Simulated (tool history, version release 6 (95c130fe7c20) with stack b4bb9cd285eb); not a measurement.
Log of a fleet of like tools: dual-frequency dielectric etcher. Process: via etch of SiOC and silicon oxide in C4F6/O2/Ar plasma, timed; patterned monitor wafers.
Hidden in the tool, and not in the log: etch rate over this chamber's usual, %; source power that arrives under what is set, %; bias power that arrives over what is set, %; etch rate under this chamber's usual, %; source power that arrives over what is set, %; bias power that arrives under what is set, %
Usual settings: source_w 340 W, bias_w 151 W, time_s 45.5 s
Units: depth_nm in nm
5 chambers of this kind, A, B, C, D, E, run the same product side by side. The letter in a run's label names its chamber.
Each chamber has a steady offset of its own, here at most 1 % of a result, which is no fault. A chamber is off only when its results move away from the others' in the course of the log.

| run | day | source_w | bias_w | time_s | hours since the last wet clean | hours since the last source power generator calibration | hours since the last bias power generator calibration | read-back reference wafer on the same gauge, depth_nm | depth_nm |
|---|---|---|---|---|---|---|---|---|---|
| 1B | 0.300 | 340 | 151 | 45.5 | 47.1 | 3307.9 | 1655.2 | 49.454 | 45.499 |
| 2E | 0.688 | 340 | 151 | 45.5 | 269.2 | 1242.4 | 4744.6 | 49.341 | 45.661 |
| 3C | 0.958 | 340 | 151 | 45.5 | 310.6 | 2154.2 | 3457.9 | 49.403 | 45.518 |
| 4A | 1.258 | 340 | 151 | 45.5 | 213.1 | 1460.5 | 1042.1 | 49.346 | 45.727 |
| 5D | 1.783 | 280 | 151 | 57.0 | 378.3 | 4785.0 | 428.0 | 49.404 | 53.368 |
| 6B | 2.079 | 280 | 151 | 57.0 | 89.8 | 3350.6 | 1697.9 | 49.418 | 52.802 |
| 7E | 2.529 | 280 | 151 | 57.0 | 313.4 | 1286.6 | 4788.8 | 49.331 | 53.603 |
| 8C | 2.954 | 280 | 151 | 57.0 | 358.5 | 2202.1 | 3505.8 | 49.430 | 52.025 |
| 9A | 3.329 | 280 | 151 | 57.0 | 262.8 | 1510.2 | 1091.8 | 49.345 | 53.265 |
| 10D | 3.671 | 340 | 151 | 45.5 | 423.6 | 4830.3 | 473.3 | 49.422 | 45.110 |
| 11D | 4.142 | 340 | 151 | 45.5 | 434.9 | 4841.6 | 484.6 | 49.514 | 45.394 |
| 12E | 4.571 | 280 | 174 | 45.5 | 362.4 | 1335.6 | 4837.8 | 49.418 | 44.857 |
| 13C | 4.808 | 280 | 174 | 45.5 | 403.0 | 2246.6 | 3550.3 | 49.398 | 43.283 |
| 14B | 5.171 | 280 | 174 | 45.5 | 164.0 | 3424.8 | 1772.1 | 49.407 | 44.327 |
|  | 5.521 | chamber B: bias power generator calibrated |
| 15A | 5.529 | 280 | 174 | 45.5 | 315.6 | 1563.0 | 1144.6 | 49.368 | 44.673 |
| 16D | 5.862 | 280 | 174 | 45.5 | 476.2 | 4882.9 | 525.9 | 49.453 | 44.133 |
| 17B | 6.242 | 340 | 151 | 51.0 | 189.7 | 3450.5 | 17.4 | 49.402 | 51.155 |
| 18C | 6.554 | 340 | 151 | 51.0 | 444.9 | 2288.5 | 3592.2 | 49.437 | 49.731 |
| 19E | 6.983 | 340 | 151 | 51.0 | 420.3 | 1393.5 | 4895.7 | 49.307 | 51.988 |
|  | 7.046 | chamber A: wet clean of the chamber |
| 20A | 7.450 | 340 | 151 | 51.0 | 9.7 | 1609.1 | 1190.7 | 49.309 | 51.625 |
| 21C | 7.983 | 340 | 151 | 51.0 | 479.2 | 2322.8 | 3626.5 | 49.387 | 49.876 |
| 22D | 8.304 | 340 | 151 | 45.5 | 534.8 | 4941.5 | 584.5 | 49.413 | 45.534 |
|  | 8.358 | chamber E: bias power generator calibrated |
| 23E | 8.533 | 340 | 151 | 45.5 | 457.5 | 1430.7 | 4.2 | 49.427 | 45.877 |
| 24A | 8.958 | 340 | 151 | 45.5 | 45.9 | 1645.3 | 1226.9 | 49.380 | 45.779 |
| 25B | 9.392 | 340 | 151 | 45.5 | 265.3 | 3526.1 | 93.0 | 49.406 | 45.631 |
| 26D | 9.662 | 340 | 151 | 45.5 | 567.4 | 4974.1 | 617.1 | 49.505 | 45.068 |
| 27B | 10.158 | 340 | 151 | 45.5 | 283.7 | 3544.5 | 111.4 | 49.350 | 45.083 |
| 28E | 10.417 | 340 | 120 | 41.0 | 502.7 | 1475.9 | 49.4 | 49.473 | 38.509 |
| 29A | 10.825 | 340 | 120 | 41.0 | 90.7 | 1690.1 | 1271.7 | 49.355 | 38.241 |
|  | 11.062 | chamber D: wet clean of the chamber |
| 30C | 11.083 | 340 | 120 | 41.0 | 553.6 | 2397.2 | 3700.9 | 49.417 | 36.895 |
| 31D | 11.458 | 340 | 120 | 41.0 | 9.5 | 5017.2 | 660.2 | 49.387 | 38.599 |

What goes on in this fleet: one chamber off, a drifting gauge, or nothing beyond the chambers' own small offsets? Name the chamber and the cause, if any.

Chamber C drifts away from the others.
Cause: etch rate under this chamber's usual, % = 3.35.

Here are 4 candidates for chamber C's next run, each the usual settings with a change, their results left as question marks. Which one brings its results back in line with what the others give on the usual settings?
In line means no further than this from the other chambers' mean on the usual settings: depth_nm 0.980 nm
| 32C-1 | 11.842 | 340 | 150 | 44.0 |  |  |  |  | ? |
| 32C-2 | 11.842 | 340 | 151 | 49.0 |  |  |  |  | ? |
| 32C-3 | 11.842 | 380 | 151 | 45.5 |  |  |  |  | ? |
| 32C-4 | 11.842 | 280 | 151 | 45.5 |  |  |  |  | ? |

The other chambers' mean on the usual settings: depth_nm 45.628 nm
| run | depth_nm |
|---|---|
| 32C-1 | 42.099 |
| 32C-2 | 46.980 |
| 32C-3 | 45.573 |
| 32C-4 | 40.427 |
32C-3 brings the chamber back in line.
